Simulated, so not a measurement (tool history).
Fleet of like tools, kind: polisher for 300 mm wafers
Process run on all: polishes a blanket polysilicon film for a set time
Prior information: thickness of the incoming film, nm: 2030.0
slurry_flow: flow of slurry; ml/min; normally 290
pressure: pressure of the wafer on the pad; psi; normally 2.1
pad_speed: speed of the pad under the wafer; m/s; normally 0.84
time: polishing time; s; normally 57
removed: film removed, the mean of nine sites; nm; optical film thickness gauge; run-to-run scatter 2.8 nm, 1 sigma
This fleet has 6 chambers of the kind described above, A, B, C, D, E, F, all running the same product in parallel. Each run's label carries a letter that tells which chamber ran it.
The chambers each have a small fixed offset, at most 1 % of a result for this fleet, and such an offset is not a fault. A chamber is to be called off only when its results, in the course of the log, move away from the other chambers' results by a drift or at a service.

run   hour  slurry_flow  pressure  pad_speed  time  wafers polished on this pad  hours since the slurry nozzle was cleaned  hours since the head pressure was calibrated  removed
       2.7  -- chamber D: worn pad replaced by a new one
       7.3  -- chamber B: slurry nozzle cleaned
       7.5  -- chamber B: worn pad replaced by a new one
 1F    8.7          290       2.1       0.84    57                          522                                      512.8                                         864.6   264.47
      12.5  -- chamber C: worn pad replaced by a new one
 2A   14.4          290       2.1       0.84    57                          595                                       28.9                                         779.6   268.65
      17.9  -- chamber E: worn pad replaced by a new one
 3E   20.7          290       2.1       0.84    57                           35                                      401.1                                          1002   262.15
      25.5  -- chamber C: slurry nozzle cleaned
 4B     26          290       2.1       0.84    57                          230                                       18.8                                          30.6   265.15
 5D   32.8          290       2.1       0.84    57                          373                                      162.3                                         678.7   263.28
      33.6  -- chamber F: worn pad replaced by a new one
      36.2  -- chamber F: slurry nozzle cleaned
      36.5  -- chamber A: worn pad replaced by a new one
 6C   40.4          290       2.1       0.84    57                          347                                       14.9                                         106.2   265.28
 7B   49.2          220       2.1       0.84    71                          517                                         42                                          53.8   324.36
      54.4  -- chamber A: head pressure recalibrated
 8D   57.9          220       2.1       0.84    71                          685                                      187.4                                         703.8   314.82
 9E   67.1          220       2.1       0.84    71                          611                                      447.5                                        1048.4   320.86
10F   76.1          220       2.1       0.84    71                          527                                         40                                           932   323.39
11A   82.3          220       2.1       0.84    71                          569                                       96.8                                          27.9   321.47
      87.8  -- chamber B: worn pad replaced by a new one
      88.2  -- chamber E: worn pad replaced by a new one
12C   88.7          220       2.1       0.84    71                          946                                       63.2                                         154.5   317.83
13B   94.2          245       2.1       0.84    57                           80                                         87                                          98.8   260.49
      97.6  -- chamber A: worn pad replaced by a new one
      99.1  -- chamber F: worn pad replaced by a new one
14F    102          245       2.1       0.84    57                           37                                       65.9                                         957.9   260.57
     106.3  -- chamber F: head pressure recalibrated
15A  108.3          245       2.1       0.84    57                          132                                      122.8                                          53.9   255.45
16D  112.6          245       2.1       0.84    57                         1364                                      242.1                                         758.5   258.74
     115.3  -- chamber D: worn pad replaced by a new one
17C  119.4          245       2.1       0.84    57                         1327                                       93.9                                         185.2   259.12
     121.5  -- chamber C: worn pad replaced by a new one
18E  125.4          245       2.1       0.84    57                          461                                      505.8                                        1106.7   256.46
     128.3  -- chamber E: slurry nozzle cleaned
19D  129.7          290       2.1       0.84    57                          179                                      259.2                                         775.6    264.4
20C  138.8          290       2.1       0.84    57                          215                                      113.3                                         204.6   265.96
21E  144.4          290       2.1       0.84    57                          697                                       16.2                                        1125.7   261.61
22A  153.8          290       2.1       0.84    57                          697                                      168.3                                          99.4   257.81
23F  161.8          290       2.1       0.84    57                          779                                      125.7                                          55.5   266.64
     162.5  -- chamber A: worn pad replaced by a new one
     164.2  -- chamber F: worn pad replaced by a new one
     164.8  -- chamber B: worn pad replaced by a new one
24B  168.4          290       2.1       0.84    57                           44                                      161.2                                           173   265.85
     177.2  -- chamber E: worn pad replaced by a new one
25E  177.6          290       2.1       0.84    57                            5                                       49.4                                        1158.9   263.93
26D  187.3          290       2.1       0.84    57                          894                                      316.8                                         833.2   261.32
27A    195          290       2.1       0.84    57                          404                                      209.5                                         140.6   266.26
28F  199.5          290       2.1       0.84    57                          438                                      163.4                                          93.2   260.77
29B  203.9          290       2.1       0.84    57                          485                                      196.7                                         208.5   265.54
30C  208.9          290       2.1       0.84    57                         1085                                      183.4                                         274.7   255.22
     209.2  -- chamber C: worn pad replaced by a new one
31F  213.7          290       2.1       0.84    57                          614                                      177.6                                         107.4   262.74
32D  220.4          290       2.1       0.84    57                         1305                                      349.9                                         866.3    262.4
       226  -- chamber D: worn pad replaced by a new one
     227.5  -- chamber F: worn pad replaced by a new one
33B  229.3          290       2.1       0.84    57                          800                                      222.1                                         233.9    264.3
     230.6  -- chamber A: worn pad replaced by a new one
     235.7  -- chamber E: head pressure recalibrated
34A    236          290       2.1       0.84    57                           67                                      250.5                                         181.6   255.73
     237.2  -- chamber B: worn pad replaced by a new one
35E  240.8          290       2.1       0.84    57                          789                                      112.6                                           5.1   263.42
36C  248.9          290       2.1       0.84    57                          493                                      223.4                                         314.7   264.35
     252.6  -- chamber E: worn pad replaced by a new one
37B  258.1          290       2.1       0.84    57                          260                                      250.9                                         262.7   264.01
38C  266.3          290       2.1       0.84    57                          709                                      240.8                                         332.1   260.74
39F  273.2          290       2.1       0.84    57                          567                                      237.1                                         166.9   259.66
40D  278.7          290       2.1       0.84    57                          654                                      408.2                                         924.6    261.1
41E  284.6          290       2.1       0.84    57                          398                                      156.4                                          48.9   267.36
42A  294.4          290       2.1       0.84    57                          791                                      308.9                                           240   264.26

The same settings go to every chamber for the next run, one line per chamber below. Forecast the results for each:
43A  301.4          290       2.1       0.84    57                                                                                                                              ?
43B  301.4          290       2.1       0.84    57                                                                                                                              ?
43C  301.4          290       2.1       0.84    57                                                                                                                              ?
43D  301.4          290       2.1       0.84    57                                                                                                                              ?
43E  301.4          290       2.1       0.84    57                                                                                                                              ?
43F  301.4          290       2.1       0.84    57                                                                                                                              ?

run  removed
43A   259.45
43B   263.28
43C   263.17
43D   265.14
43E   257.63
43F   265.78

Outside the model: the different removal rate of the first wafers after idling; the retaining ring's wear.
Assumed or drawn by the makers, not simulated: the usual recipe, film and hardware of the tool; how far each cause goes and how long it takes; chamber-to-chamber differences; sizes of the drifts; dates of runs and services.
